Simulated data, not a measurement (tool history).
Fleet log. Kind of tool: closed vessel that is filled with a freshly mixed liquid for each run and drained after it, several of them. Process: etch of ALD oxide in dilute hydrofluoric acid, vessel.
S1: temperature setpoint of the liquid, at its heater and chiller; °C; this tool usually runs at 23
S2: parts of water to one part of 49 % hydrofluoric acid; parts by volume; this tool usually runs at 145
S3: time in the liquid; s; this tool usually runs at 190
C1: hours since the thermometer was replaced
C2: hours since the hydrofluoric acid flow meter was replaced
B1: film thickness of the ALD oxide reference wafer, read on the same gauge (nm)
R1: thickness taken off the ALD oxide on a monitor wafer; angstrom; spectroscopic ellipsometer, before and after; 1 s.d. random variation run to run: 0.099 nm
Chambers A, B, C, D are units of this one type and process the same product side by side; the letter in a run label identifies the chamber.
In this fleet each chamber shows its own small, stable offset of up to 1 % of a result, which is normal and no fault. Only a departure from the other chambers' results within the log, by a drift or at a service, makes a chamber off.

{"run": "1B", "hour": 5.1, "S1": 23, "S2": 145, "S3": 190, "C1": 101.8, "C2": 31.2, "B1": 90.005, "R1": 147.59}
{"run": "2C", "hour": 7.5, "S1": 23, "S2": 145, "S3": 190, "C1": 535.7, "C2": 842.7, "B1": 90.021, "R1": 150.5}
{"run": "3D", "hour": 10.4, "S1": 23, "S2": 145, "S3": 190, "C1": 48, "C2": 270.4, "B1": 90.001, "R1": 148.72}
{"run": "4A", "hour": 14.5, "S1": 23, "S2": 145, "S3": 190, "C1": 2758.8, "C2": 177, "B1": 89.997, "R1": 147.16}
{"run": "5B", "hour": 17.0, "S1": 23, "S2": 145, "S3": 190, "C1": 113.7, "C2": 43.1, "B1": 89.976, "R1": 147.66}
{"run": "6D", "hour": 19.8, "S1": 23, "S2": 145, "S3": 190, "C1": 57.4, "C2": 279.8, "B1": 90.008, "R1": 149.73}
{"run": "7C", "hour": 22.5, "S1": 23, "S2": 145, "S3": 190, "C1": 550.7, "C2": 857.7, "B1": 90.01, "R1": 146.04}
{"run": "8A", "hour": 27.2, "S1": 23, "S2": 145, "S3": 190, "C1": 2771.5, "C2": 189.7, "B1": 90.036, "R1": 146.59}
{"run": "9B", "hour": 30.2, "S1": 23, "S2": 145, "S3": 190, "C1": 126.9, "C2": 56.3, "B1": 90.001, "R1": 147.61}
{"run": "10C", "hour": 33.9, "S1": 23, "S2": 145, "S3": 190, "C1": 562.1, "C2": 869.1, "B1": 90.034, "R1": 144.35}
{"run": "11D", "hour": 37.0, "S1": 23, "S2": 145, "S3": 190, "C1": 74.6, "C2": 297, "B1": 89.99, "R1": 149.05}
{"run": "12A", "hour": 40.3, "S1": 23, "S2": 145, "S3": 190, "C1": 2784.6, "C2": 202.8, "B1": 90.005, "R1": 147.83}
{"run": "13C", "hour": 45.4, "S1": 23, "S2": 145, "S3": 190, "C1": 573.6, "C2": 880.6, "B1": 89.986, "R1": 143.32}
{"run": "14D", "hour": 50.6, "S1": 23, "S2": 145, "S3": 190, "C1": 88.2, "C2": 310.6, "B1": 89.995, "R1": 149.37}
{"run": "15B", "hour": 55.7, "S1": 23, "S2": 145, "S3": 190, "C1": 152.4, "C2": 81.8, "B1": 89.981, "R1": 146.64}
{"run": "16A", "hour": 60.0, "S1": 23, "S2": 145, "S3": 295, "C1": 2804.3, "C2": 222.5, "B1": 89.988, "R1": 230.26}
{"run": "17D", "hour": 64.2, "S1": 23, "S2": 145, "S3": 295, "C1": 101.8, "C2": 324.2, "B1": 90.004, "R1": 232.69}
{"run": "18C", "hour": 69.3, "S1": 23, "S2": 145, "S3": 295, "C1": 597.5, "C2": 904.5, "B1": 89.978, "R1": 222.95}
{"run": "19B", "hour": 73.9, "S1": 23, "S2": 145, "S3": 295, "C1": 170.6, "C2": 100, "B1": 90.005, "R1": 230.06}
{"run": "20A", "hour": 77.1, "S1": 23, "S2": 145, "S3": 190, "C1": 2821.4, "C2": 239.6, "B1": 89.981, "R1": 148.94}
{"run": "21D", "hour": 80.0, "S1": 23, "S2": 145, "S3": 190, "C1": 117.6, "C2": 340, "B1": 90.017, "R1": 150.8}
{"run": "22A", "hour": 84.4, "S1": 23, "S2": 145, "S3": 190, "C1": 2828.7, "C2": 246.9, "B1": 89.999, "R1": 147.12}
{"run": "23B", "hour": 89.2, "S1": 23, "S2": 145, "S3": 190, "C1": 185.9, "C2": 115.3, "B1": 90.029, "R1": 146.93}
{"run": "24C", "hour": 94.7, "S1": 23, "S2": 145, "S3": 190, "C1": 622.9, "C2": 929.9, "B1": 89.985, "R1": 139.05}
{"run": "25C", "hour": 99.2, "S1": 25.5, "S2": 145, "S3": 105, "C1": 627.4, "C2": 934.4, "B1": 90.021, "R1": 84.602}
{"run": "26A", "hour": 104.2, "S1": 25.5, "S2": 145, "S3": 105, "C1": 2848.5, "C2": 266.7, "B1": 90.031, "R1": 90.698}
{"run": "27D", "hour": 108.0, "S1": 25.5, "S2": 145, "S3": 105, "C1": 145.6, "C2": 368, "B1": 89.994, "R1": 90.826}

One chamber off, gauge drift, or nothing amiss beyond the chambers' own small offsets? If it is a chamber, which one, and what is the likeliest cause?

It is chamber C that slowly wanders off from its peers.
Cause: liquid colder than its thermometer reads (K) = 1.77.
It could be hard to tell apart here from: hydrofluoric acid flow below the setpoint (%).

Below are 4 candidate recipes for chamber C's next run, each the usual settings with a change, their results shown as question marks. Which of them brings C's results back in line with what the other chambers give on the usual settings?
To be in line, a result may differ from the other chambers' mean on the usual settings by at most: R1 3.5 angstrom
{"run": "28C-1", "hour": 112.0, "S1": 23, "S2": 145, "S3": 185, "R1": "?"}
{"run": "28C-2", "hour": 112.0, "S1": 23, "S2": 145, "S3": 205, "R1": "?"}
{"run": "28C-3", "hour": 112.0, "S1": 23, "S2": 145, "S3": 195, "R1": "?"}
{"run": "28C-4", "hour": 112.0, "S1": 23, "S2": 150, "S3": 185, "R1": "?"}

The other chambers' mean on the usual settings: R1 148.2 angstrom
run=28C-1 R1=134.38
run=28C-2 R1=148.91
run=28C-3 R1=141.64
run=28C-4 R1=129.27
28C-2 puts the chamber back in line with the other chambers.

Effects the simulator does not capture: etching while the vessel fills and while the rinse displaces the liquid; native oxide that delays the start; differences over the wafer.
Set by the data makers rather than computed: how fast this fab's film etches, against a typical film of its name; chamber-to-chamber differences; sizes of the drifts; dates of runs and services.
